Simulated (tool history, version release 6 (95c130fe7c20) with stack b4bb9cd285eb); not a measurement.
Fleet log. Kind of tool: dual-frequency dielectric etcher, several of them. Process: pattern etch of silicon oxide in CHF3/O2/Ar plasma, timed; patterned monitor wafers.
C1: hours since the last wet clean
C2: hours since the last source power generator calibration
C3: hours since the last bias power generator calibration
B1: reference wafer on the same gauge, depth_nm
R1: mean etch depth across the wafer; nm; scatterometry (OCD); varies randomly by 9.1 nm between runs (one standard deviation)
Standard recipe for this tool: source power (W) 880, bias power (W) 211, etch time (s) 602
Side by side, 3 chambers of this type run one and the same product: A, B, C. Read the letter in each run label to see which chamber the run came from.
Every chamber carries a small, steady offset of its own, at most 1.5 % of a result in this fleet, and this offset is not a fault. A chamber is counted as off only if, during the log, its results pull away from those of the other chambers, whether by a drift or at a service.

Run 1C, day 0.154: usual settings; C1 93.9; C2 1791.8; C3 774.4; B1 1199.7. Result: R1 1436.7 nm.
Run 2A, day 0.262: usual settings; C1 403.9; C2 8; C3 245.9; B1 1197.8. Result: R1 1462.1 nm.
Run 3B, day 0.354: usual settings; C1 335.3; C2 1151.7; C3 2872.2; B1 1199.8. Result: R1 1466.4 nm.
Run 4B, day 0.529: usual settings; C1 339.5; C2 1155.9; C3 2876.4; B1 1198.5. Result: R1 1465.4 nm.
Run 5C, day 0.708: usual settings; C1 107.2; C2 1805.1; C3 787.7; B1 1199.4. Result: R1 1443 nm.
Run 6A, day 0.812: usual settings; C1 417.1; C2 21.2; C3 259.1; B1 1199.6. Result: R1 1467.2 nm.
Run 7B, day 0.958: usual settings; C1 349.8; C2 1166.2; C3 2886.7; B1 1198.2. Result: R1 1481.9 nm.
Run 8C, day 1.112: usual settings; C1 116.9; C2 1814.8; C3 797.4; B1 1201.7. Result: R1 1434.5 nm.
Run 9A, day 1.317: usual settings; C1 429.2; C2 33.3; C3 271.2; B1 1199.2. Result: R1 1453.5 nm.
Run 10C, day 1.471: usual settings; C1 125.5; C2 1823.4; C3 806; B1 1200.7. Result: R1 1431.9 nm.
Run 11B, day 1.571: usual settings; C1 364.5; C2 1180.9; C3 2901.4; B1 1198.4. Result: R1 1492.9 nm.
Run 12A, day 1.762: usual settings; C1 439.9; C2 44; C3 281.9; B1 1200.5. Result: R1 1437.3 nm.
Run 13A, day 1.942: usual settings but bias power (W) 176; C1 444.2; C2 48.3; C3 286.2; B1 1199.6. Result: R1 1378.6 nm.
At day 2.092: chamber A: wet clean of the chamber.
Run 14B, day 2.133: usual settings but bias power (W) 176; C1 378; C2 1194.4; C3 2914.9; B1 1200.6. Result: R1 1387.8 nm.
Run 15C, day 2.233: usual settings but bias power (W) 176; C1 143.8; C2 1841.7; C3 824.3; B1 1199.1. Result: R1 1369.1 nm.
Run 16C, day 2.354: usual settings; C1 146.7; C2 1844.6; C3 827.2; B1 1198.9. Result: R1 1450 nm.
Run 17B, day 2.504: usual settings; C1 386.9; C2 1203.3; C3 2923.8; B1 1199.4. Result: R1 1463.4 nm.
Run 18A, day 2.704: usual settings but source power (W) 960; C1 14.7; C2 66.6; C3 304.5; B1 1199.4. Result: R1 1424.7 nm.
Run 19A, day 2.8: usual settings but source power (W) 960; C1 17; C2 68.9; C3 306.8; B1 1199.2. Result: R1 1427.5 nm.
Run 20B, day 2.983: usual settings but source power (W) 960; C1 398.4; C2 1214.8; C3 2935.3; B1 1202.1. Result: R1 1511.8 nm.
Run 21C, day 3.142: usual settings; C1 165.6; C2 1863.5; C3 846.1; B1 1199.8. Result: R1 1456.8 nm.
Run 22B, day 3.242: usual settings; C1 404.6; C2 1221; C3 2941.5; B1 1201.3. Result: R1 1471.8 nm.
Run 23A, day 3.412: usual settings; C1 31.7; C2 83.6; C3 321.5; B1 1199.5. Result: R1 1394.8 nm.
Run 24C, day 3.542: usual settings; C1 175.2; C2 1873.1; C3 855.7; B1 1198.4. Result: R1 1439.2 nm.
Run 25A, day 3.638: usual settings; C1 37.1; C2 89; C3 326.9; B1 1200.4. Result: R1 1391.1 nm.
Run 26B, day 3.804: usual settings; C1 418.1; C2 1234.5; C3 2955; B1 1200.7. Result: R1 1472.3 nm.
Run 27C, day 3.958: usual settings; C1 185.2; C2 1883.1; C3 865.7; B1 1199.5. Result: R1 1445.5 nm.
Run 28C, day 4.112: usual settings; C1 188.9; C2 1886.8; C3 869.4; B1 1201.3. Result: R1 1444 nm.
Run 29B, day 4.283: usual settings; C1 429.6; C2 1246; C3 2966.5; B1 1198.6. Result: R1 1471.6 nm.
Run 30A, day 4.462: usual settings; C1 56.9; C2 108.8; C3 346.7; B1 1200. Result: R1 1375.5 nm.
Run 31C, day 4.558: usual settings but source power (W) 740; C1 199.6; C2 1897.5; C3 880.1; B1 1200. Result: R1 1348.1 nm.
Run 32B, day 4.65: usual settings but source power (W) 740; C1 438.4; C2 1254.8; C3 2975.3; B1 1198.3. Result: R1 1367.6 nm.
Run 33A, day 4.767: usual settings but source power (W) 740; C1 64.2; C2 116.1; C3 354; B1 1199.3. Result: R1 1284.9 nm.
Run 34B, day 4.871: usual settings; C1 443.7; C2 1260.1; C3 2980.6; B1 1199.2. Result: R1 1451.5 nm.
Run 35A, day 5.038: usual settings; C1 70.7; C2 122.6; C3 360.5; B1 1200.8. Result: R1 1377.6 nm.
At day 5.05: chamber B: wet clean of the chamber.
Run 36C, day 5.212: usual settings; C1 215.3; C2 1913.2; C3 895.8; B1 1200.7. Result: R1 1444.5 nm.
Run 37B, day 5.325: usual settings; C1 6.6; C2 1271; C3 2991.5; B1 1201.4. Result: R1 1468.6 nm.
Run 38C, day 5.458: usual settings; C1 221.2; C2 1919.1; C3 901.7; B1 1200.5. Result: R1 1457.3 nm.
Run 39A, day 5.571: usual settings; C1 83.5; C2 135.4; C3 373.3; B1 1200.3. Result: R1 1383.1 nm.

Which is it: a chamber that has drifted or been left off by a service, a gauge drift common to all chambers, or only each chamber's usual small offset? If a chamber is off, name it and its likeliest cause.

A service on chamber A put it out of line with the rest.
Cause: etch rate under this chamber's usual, % = 5.09.

Here are 4 candidates for chamber A's next run, each the usual settings with a change, their results left as question marks. Which one brings its results back in line with what the others give on the usual settings?
Counts as in line when no further than this from what the other chambers average on the usual settings: R1 32 nm
Run 40A-1, day 5.717: usual settings but source power (W) 870, bias power (W) 209, etch time (s) 573. Result: R1 ?.
Run 40A-2, day 5.717: usual settings but etch time (s) 661. Result: R1 ?.
Run 40A-3, day 5.717: usual settings but etch time (s) 543. Result: R1 ?.
Run 40A-4, day 5.717: usual settings but bias power (W) 214, etch time (s) 633.5. Result: R1 ?.

Mean of the other chambers on the usual settings: R1 1460.2 nm
  run      R1
40A-1  1301.8
40A-2    1513
40A-3  1242.9
40A-4  1456.9
40A-4 puts the chamber back in line with the other chambers.

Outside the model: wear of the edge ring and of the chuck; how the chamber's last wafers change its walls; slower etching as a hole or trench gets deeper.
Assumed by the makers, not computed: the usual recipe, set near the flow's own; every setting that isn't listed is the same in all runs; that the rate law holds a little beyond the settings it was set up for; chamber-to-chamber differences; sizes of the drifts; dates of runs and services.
